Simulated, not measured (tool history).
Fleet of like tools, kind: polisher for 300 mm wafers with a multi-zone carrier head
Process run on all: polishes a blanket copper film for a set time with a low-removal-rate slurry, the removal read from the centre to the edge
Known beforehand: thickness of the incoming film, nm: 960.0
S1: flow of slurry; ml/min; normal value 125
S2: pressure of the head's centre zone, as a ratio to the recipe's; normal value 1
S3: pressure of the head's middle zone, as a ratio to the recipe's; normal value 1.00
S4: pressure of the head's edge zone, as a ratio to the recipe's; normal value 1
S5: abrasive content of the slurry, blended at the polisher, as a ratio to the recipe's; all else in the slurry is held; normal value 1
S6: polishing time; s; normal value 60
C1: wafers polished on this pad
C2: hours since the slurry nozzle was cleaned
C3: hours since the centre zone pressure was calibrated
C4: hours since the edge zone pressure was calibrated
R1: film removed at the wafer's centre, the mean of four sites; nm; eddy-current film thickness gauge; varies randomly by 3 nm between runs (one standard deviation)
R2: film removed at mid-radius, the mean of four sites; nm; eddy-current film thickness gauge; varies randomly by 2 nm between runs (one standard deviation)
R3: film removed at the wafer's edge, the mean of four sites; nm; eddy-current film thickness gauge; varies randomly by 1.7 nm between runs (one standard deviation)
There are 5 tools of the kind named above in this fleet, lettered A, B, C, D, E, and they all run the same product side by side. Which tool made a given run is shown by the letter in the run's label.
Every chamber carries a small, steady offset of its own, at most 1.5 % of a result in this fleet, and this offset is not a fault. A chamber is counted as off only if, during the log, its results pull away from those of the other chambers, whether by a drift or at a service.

{"run": "1A", "hour": 6.6, "S1": 125, "S2": 1, "S3": 1.0, "S4": 1, "S5": 1, "S6": 60, "C1": 904, "C2": 188.1, "C3": 329.2, "C4": 434.8, "R1": 220.82, "R2": 221.25, "R3": 221.44}
{"run": "2C", "hour": 15.3, "S1": 125, "S2": 1, "S3": 1.0, "S4": 1, "S5": 1, "S6": 60, "C1": 325, "C2": 167.7, "C3": 183.3, "C4": 126.7, "R1": 218.98, "R2": 221.49, "R3": 221.61}
{"run": "3E", "hour": 23.8, "S1": 125, "S2": 1, "S3": 1.0, "S4": 1, "S5": 1, "S6": 60, "C1": 765, "C2": 210.4, "C3": 579.1, "C4": 608.5, "R1": 216.67, "R2": 216.78, "R3": 217.72}
{"run": "4B", "hour": 29.4, "S1": 125, "S2": 1, "S3": 1.0, "S4": 1, "S5": 1, "S6": 60, "C1": 464, "C2": 203.8, "C3": 51.3, "C4": 633.9, "R1": 219.04, "R2": 222.03, "R3": 217.1}
{"run": "5D", "hour": 37.4, "S1": 125, "S2": 1, "S3": 1.0, "S4": 1, "S5": 1, "S6": 60, "C1": 567, "C2": 98.1, "C3": 744.8, "C4": 1084.5, "R1": 222.29, "R2": 221.86, "R3": 221.21}
{"run": "6B", "hour": 45.2, "S1": 125, "S2": 1, "S3": 1.0, "S4": 1, "S5": 1, "S6": 60, "C1": 584, "C2": 219.6, "C3": 67.1, "C4": 649.7, "R1": 219.1, "R2": 221.7, "R3": 221.71}
{"run": "7E", "hour": 52.3, "S1": 125, "S2": 1, "S3": 1.0, "S4": 1, "S5": 1, "S6": 60, "C1": 982, "C2": 238.9, "C3": 607.6, "C4": 637.0, "R1": 222.45, "R2": 219.78, "R3": 216.57}
{"hour": 55.6, "done": "chamber E: worn pad replaced by a new one"}
{"run": "8A", "hour": 62.7, "S1": 125, "S2": 1, "S3": 1.0, "S4": 1, "S5": 1, "S6": 60, "C1": 1332, "C2": 244.2, "C3": 385.3, "C4": 490.9, "R1": 218.25, "R2": 223.15, "R3": 221.74}
{"hour": 68.4, "done": "chamber C: worn pad replaced by a new one"}
{"run": "9D", "hour": 72.5, "S1": 125, "S2": 1, "S3": 1.0, "S4": 1, "S5": 1, "S6": 60, "C1": 835, "C2": 133.2, "C3": 779.9, "C4": 1119.6, "R1": 223.47, "R2": 219.49, "R3": 215.93}
{"run": "10C", "hour": 80.1, "S1": 125, "S2": 1, "S3": 1.0, "S4": 1, "S5": 1, "S6": 60, "C1": 89, "C2": 232.5, "C3": 248.1, "C4": 191.5, "R1": 218.84, "R2": 220.28, "R3": 216.06}
{"hour": 82.6, "done": "chamber A: worn pad replaced by a new one"}
{"hour": 83.1, "done": "chamber D: worn pad replaced by a new one"}
{"run": "11A", "hour": 88.5, "S1": 125, "S2": 1, "S3": 1.0, "S4": 1, "S5": 1, "S6": 60, "C1": 45, "C2": 270.0, "C3": 411.1, "C4": 516.7, "R1": 217.77, "R2": 223.19, "R3": 219.9}
{"hour": 89.0, "done": "chamber C: slurry nozzle cleaned"}
{"hour": 92.3, "done": "chamber B: edge zone pressure recalibrated"}
{"run": "12E", "hour": 95.7, "S1": 125, "S2": 1, "S3": 1.0, "S4": 1, "S5": 1, "S6": 60, "C1": 305, "C2": 282.3, "C3": 651.0, "C4": 680.4, "R1": 223.77, "R2": 219.22, "R3": 218.59}
{"run": "13C", "hour": 106.8, "S1": 125, "S2": 1, "S3": 1.0, "S4": 1, "S5": 1, "S6": 60, "C1": 293, "C2": 17.8, "C3": 274.8, "C4": 218.2, "R1": 219.52, "R2": 222.95, "R3": 218.2}
{"run": "14B", "hour": 113.5, "S1": 125, "S2": 1, "S3": 1.0, "S4": 1, "S5": 1, "S6": 60, "C1": 1105, "C2": 287.9, "C3": 135.4, "C4": 21.2, "R1": 214.31, "R2": 217.32, "R3": 215.65}
{"run": "15D", "hour": 121.6, "S1": 125, "S2": 1, "S3": 1.0, "S4": 1, "S5": 1, "S6": 60, "C1": 294, "C2": 182.3, "C3": 829.0, "C4": 1168.7, "R1": 226.8, "R2": 219.53, "R3": 218.17}
{"run": "16E", "hour": 126.7, "S1": 125, "S2": 1, "S3": 1.0, "S4": 1, "S5": 1, "S6": 60, "C1": 542, "C2": 313.3, "C3": 682.0, "C4": 711.4, "R1": 217.09, "R2": 221.75, "R3": 219.64}
{"run": "17C", "hour": 137.1, "S1": 125, "S2": 1, "S3": 1.0, "S4": 1, "S5": 1, "S6": 60, "C1": 524, "C2": 48.1, "C3": 305.1, "C4": 248.5, "R1": 217.18, "R2": 223.17, "R3": 218.03}
{"run": "18B", "hour": 145.8, "S1": 125, "S2": 1, "S3": 1.0, "S4": 1, "S5": 1, "S6": 60, "C1": 1351, "C2": 320.2, "C3": 167.7, "C4": 53.5, "R1": 208.99, "R2": 209.49, "R3": 211.81}
{"run": "19A", "hour": 155.9, "S1": 125, "S2": 1, "S3": 1.0, "S4": 1, "S5": 1, "S6": 60, "C1": 559, "C2": 337.4, "C3": 478.5, "C4": 584.1, "R1": 215.46, "R2": 221.7, "R3": 221.8}
{"hour": 160.1, "done": "chamber C: worn pad replaced by a new one"}
{"run": "20D", "hour": 161.3, "S1": 125, "S2": 1, "S3": 1.0, "S4": 1, "S5": 1, "S6": 60, "C1": 596, "C2": 222.0, "C3": 868.7, "C4": 1208.4, "R1": 220.18, "R2": 219.25, "R3": 218.41}
{"hour": 172.3, "done": "chamber D: worn pad replaced by a new one"}
{"run": "21A", "hour": 172.6, "S1": 125, "S2": 1, "S3": 1.0, "S4": 1, "S5": 1, "S6": 60, "C1": 686, "C2": 354.1, "C3": 495.2, "C4": 600.8, "R1": 222.97, "R2": 217.54, "R3": 221.59}
{"hour": 177.3, "done": "chamber E: worn pad replaced by a new one"}
{"run": "22B", "hour": 180.3, "S1": 125, "S2": 1, "S3": 1.0, "S4": 1, "S5": 1, "S6": 60, "C1": 1614, "C2": 354.7, "C3": 202.2, "C4": 88.0, "R1": 207.45, "R2": 206.98, "R3": 207.98}
{"run": "23E", "hour": 189.2, "S1": 125, "S2": 1, "S3": 1.0, "S4": 1, "S5": 1, "S6": 60, "C1": 91, "C2": 375.8, "C3": 744.5, "C4": 773.9, "R1": 222.61, "R2": 215.69, "R3": 219.75}
{"hour": 195.7, "done": "chamber C: centre zone pressure recalibrated"}
{"run": "24D", "hour": 197.2, "S1": 125, "S2": 1, "S3": 1.0, "S4": 1, "S5": 1, "S6": 60, "C1": 190, "C2": 257.9, "C3": 904.6, "C4": 1244.3, "R1": 217.55, "R2": 219.8, "R3": 216.76}
{"run": "25C", "hour": 203.8, "S1": 125, "S2": 1, "S3": 1.0, "S4": 1, "S5": 1, "S6": 60, "C1": 333, "C2": 114.8, "C3": 8.1, "C4": 315.2, "R1": 212.97, "R2": 221.21, "R3": 218.35}
{"run": "26D", "hour": 212.5, "S1": 125, "S2": 1, "S3": 1.0, "S4": 1, "S5": 1, "S6": 60, "C1": 306, "C2": 273.2, "C3": 919.9, "C4": 1259.6, "R1": 217.26, "R2": 222.74, "R3": 220.45}
{"run": "27B", "hour": 218.8, "S1": 125, "S2": 1, "S3": 1.0, "S4": 1, "S5": 1, "S6": 60, "C1": 1908, "C2": 393.2, "C3": 240.7, "C4": 126.5, "R1": 204.54, "R2": 208.7, "R3": 205.6}
{"run": "28A", "hour": 224.6, "S1": 125, "S2": 1, "S3": 1.0, "S4": 1, "S5": 1, "S6": 60, "C1": 1083, "C2": 406.1, "C3": 547.2, "C4": 652.8, "R1": 225.93, "R2": 220.96, "R3": 221.13}
{"hour": 232.3, "done": "chamber A: worn pad replaced by a new one"}
{"run": "29E", "hour": 233.8, "S1": 125, "S2": 1, "S3": 1.0, "S4": 1, "S5": 1, "S6": 60, "C1": 431, "C2": 420.4, "C3": 789.1, "C4": 818.5, "R1": 219.89, "R2": 221.69, "R3": 219.17}
{"run": "30C", "hour": 243.8, "S1": 125, "S2": 1, "S3": 1.0, "S4": 1, "S5": 1, "S6": 60, "C1": 638, "C2": 154.8, "C3": 48.1, "C4": 355.2, "R1": 220.96, "R2": 220.76, "R3": 220.81}
{"run": "31E", "hour": 252.9, "S1": 125, "S2": 1, "S3": 1.0, "S4": 1, "S5": 1, "S6": 60, "C1": 576, "C2": 439.5, "C3": 808.2, "C4": 837.6, "R1": 225.91, "R2": 217.43, "R3": 217.68}
{"run": "32D", "hour": 261.4, "S1": 125, "S2": 1, "S3": 1.0, "S4": 1, "S5": 1, "S6": 60, "C1": 679, "C2": 322.1, "C3": 968.8, "C4": 1308.5, "R1": 220.74, "R2": 223.62, "R3": 218.27}
{"hour": 266.6, "done": "chamber C: worn pad replaced by a new one"}
{"run": "33B", "hour": 272.6, "S1": 90, "S2": 1, "S3": 1.0, "S4": 1, "S5": 1, "S6": 60, "C1": 2318, "C2": 447.0, "C3": 294.5, "C4": 180.3, "R1": 175.94, "R2": 184.43, "R3": 188.93}
{"hour": 279.9, "done": "chamber D: worn pad replaced by a new one"}
{"run": "34C", "hour": 284.3, "S1": 90, "S2": 1, "S3": 1.0, "S4": 1, "S5": 1, "S6": 60, "C1": 135, "C2": 195.3, "C3": 88.6, "C4": 395.7, "R1": 200.59, "R2": 198.08, "R3": 204.65}
{"run": "35A", "hour": 293.5, "S1": 90, "S2": 1, "S3": 1.0, "S4": 1, "S5": 1, "S6": 60, "C1": 467, "C2": 475.0, "C3": 616.1, "C4": 721.7, "R1": 204.51, "R2": 196.91, "R3": 208.74}
{"hour": 301.7, "done": "chamber E: worn pad replaced by a new one"}
{"run": "36B", "hour": 302.6, "S1": 90, "S2": 1, "S3": 1.0, "S4": 1, "S5": 1, "S6": 60, "C1": 2547, "C2": 477.0, "C3": 324.5, "C4": 210.3, "R1": 177.45, "R2": 181.4, "R3": 183.69}
{"run": "37D", "hour": 313.8, "S1": 90, "S2": 1, "S3": 1.0, "S4": 1, "S5": 1, "S6": 60, "C1": 259, "C2": 374.5, "C3": 1021.2, "C4": 1360.9, "R1": 207.17, "R2": 201.51, "R3": 208.08}
{"run": "38E", "hour": 321.7, "S1": 125, "S2": 1, "S3": 1.0, "S4": 1, "S5": 1, "S6": 60, "C1": 153, "C2": 508.3, "C3": 877.0, "C4": 906.4, "R1": 218.36, "R2": 215.15, "R3": 217.46}
{"run": "39C", "hour": 333.5, "S1": 125, "S2": 1, "S3": 1.0, "S4": 1, "S5": 1, "S6": 60, "C1": 510, "C2": 244.5, "C3": 137.8, "C4": 444.9, "R1": 219.2, "R2": 218.6, "R3": 220.29}
{"run": "40A", "hour": 339.6, "S1": 125, "S2": 1, "S3": 1.0, "S4": 1, "S5": 1, "S6": 60, "C1": 818, "C2": 521.1, "C3": 662.2, "C4": 767.8, "R1": 220.1, "R2": 221.86, "R3": 222.73}
{"run": "41E", "hour": 348.3, "S1": 125, "S2": 1, "S3": 1.0, "S4": 1, "S5": 1, "S6": 60, "C1": 356, "C2": 534.9, "C3": 903.6, "C4": 933.0, "R1": 222.26, "R2": 218.95, "R3": 220.92}
{"run": "42B", "hour": 355.9, "S1": 125, "S2": 1, "S3": 1.0, "S4": 1, "S5": 1, "S6": 60, "C1": 2953, "C2": 530.3, "C3": 377.8, "C4": 263.6, "R1": 194.41, "R2": 194.35, "R3": 190.19}

Is one chamber out of step, is the gauge drifting, or do the chambers differ by no more than their own small offsets? For an off chamber, give its letter and the likeliest cause.

Little by little, chamber B moves away from the other chambers.
Cause: removal rate lost through wear of the pad, % = 12.
With only this log, it may be confused with: slurry flow missing at the pad, %.

Which of the 4 candidates below, each the usual settings with something changed and its results left as question marks, puts chamber B back in line with what the other chambers give on the usual settings?
Allowed miss from the other chambers' usual-settings mean, per result, to count as in line: R1 11.00 nm; R2 6.90 nm; R3 5.80 nm
{"run": "43B-1", "hour": 364.4, "S1": 130, "S2": 1.01, "S3": 1.0, "S4": 1, "S5": 1, "S6": 68, "R1": "?", "R2": "?", "R3": "?"}
{"run": "43B-2", "hour": 364.4, "S1": 125, "S2": 1.0, "S3": 1.0, "S4": 1, "S5": 1, "S6": 57, "R1": "?", "R2": "?", "R3": "?"}
{"run": "43B-3", "hour": 364.4, "S1": 125, "S2": 1.0, "S3": 1.0, "S4": 1, "S5": 1, "S6": 63, "R1": "?", "R2": "?", "R3": "?"}
{"run": "43B-4", "hour": 364.4, "S1": 120, "S2": 0.99, "S3": 1.0, "S4": 1, "S5": 1, "S6": 53, "R1": "?", "R2": "?", "R3": "?"}

What the other chambers average on the usual settings: R1 220.34 nm; R2 219.93 nm; R3 218.97 nm
run=43B-1 R1=222.17 R2=220.31 R3=219.82
run=43B-2 R1=182.35 R2=183.06 R3=183.12
run=43B-3 R1=201.54 R2=202.32 R3=202.39
run=43B-4 R1=165.86 R2=168.60 R3=169.13
43B-1 brings the chamber back in line.
